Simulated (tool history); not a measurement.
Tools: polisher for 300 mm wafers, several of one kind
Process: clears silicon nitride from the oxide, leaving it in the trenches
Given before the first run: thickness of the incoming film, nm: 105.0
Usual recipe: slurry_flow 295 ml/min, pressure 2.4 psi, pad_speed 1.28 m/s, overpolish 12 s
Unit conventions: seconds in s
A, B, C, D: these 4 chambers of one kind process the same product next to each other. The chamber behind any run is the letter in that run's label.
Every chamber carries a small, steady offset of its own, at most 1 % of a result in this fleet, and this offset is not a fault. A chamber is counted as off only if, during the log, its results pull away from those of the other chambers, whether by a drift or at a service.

run	hour	slurry_flow	pressure	pad_speed	overpolish	wafers polished on this pad	hours since the slurry nozzle was cleaned	hours since the head pressure was calibrated	seconds
# hour 1.0: chamber B: worn pad replaced by a new one
1A	2.6	295	2.4	1.28	12	89	152.4	392.2	106.210
# hour 5.8: chamber C: worn pad replaced by a new one
2B	6.8	295	2.4	1.28	12	46	164.6	18.1	104.970
3C	9.5	295	2.4	1.28	12	30	100.6	547.1	105.040
4D	12.4	295	2.4	1.28	12	909	177.3	268.6	107.300
5C	15.2	295	2.4	1.28	12	75	106.3	552.8	105.770
6B	18.9	295	2.4	1.28	12	143	176.7	30.2	105.590
7A	23.8	295	2.4	1.28	12	258	173.6	413.4	105.980
8D	28.6	295	3.1	1.28	8	1038	193.5	284.8	83.085
# hour 31.9: chamber D: worn pad replaced by a new one
9D	32.8	295	3.1	1.28	8	7	197.7	289.0	83.335
10A	37.5	295	3.1	1.28	8	367	187.3	427.1	81.489
11B	40.9	295	3.1	1.28	8	318	198.7	52.2	81.331
12C	44.2	295	2.4	1.28	12	306	135.3	581.8	104.820
13D	49.1	295	2.4	1.28	12	137	214.0	305.3	105.530
14B	53.7	295	2.4	1.28	12	420	211.5	65.0	104.400
15C	57.3	295	2.4	1.28	12	411	148.4	594.9	104.340
16A	59.4	365	2.4	1.28	12	542	209.2	449.0	103.040
17A	62.8	365	2.4	1.28	12	569	212.6	452.4	103.900
18D	65.5	365	2.4	1.28	12	267	230.4	321.7	101.480
19B	68.4	365	2.4	1.28	12	537	226.2	79.7	105.410
20C	73.0	295	2.4	1.28	12	536	164.1	610.6	104.820
21B	77.3	295	2.4	1.28	12	608	235.1	88.6	106.190
# hour 77.6: chamber B: worn pad replaced by a new one
22D	79.6	295	2.4	1.28	12	380	244.5	335.8	100.290
23C	84.0	295	2.4	1.28	12	624	175.1	621.6	105.780
# hour 84.5: chamber C: worn pad replaced by a new one
24A	88.3	295	2.4	0.86	14	773	238.1	477.9	159.190
25A	93.1	295	2.4	0.86	14	811	242.9	482.7	159.130
# hour 97.4: chamber D: slurry nozzle cleaned
26D	97.9	295	2.4	0.86	14	526	0.6	354.1	146.900
27B	101.0	295	2.4	0.86	14	186	258.8	112.3	156.760
28C	103.5	295	2.4	1.28	12	151	194.6	641.1	105.530
29A	106.3	295	2.4	1.28	12	916	256.1	495.9	105.070

Each of the 4 chambers runs these same settings next. Fill in every chamber's results:
30A	109.9	295	2.4	1.28	12				?
30B	109.9	295	2.4	1.28	12				?
30C	109.9	295	2.4	1.28	12				?
30D	109.9	295	2.4	1.28	12				?

run	seconds
30A	105.630
30B	105.830
30C	104.790
30D	95.033
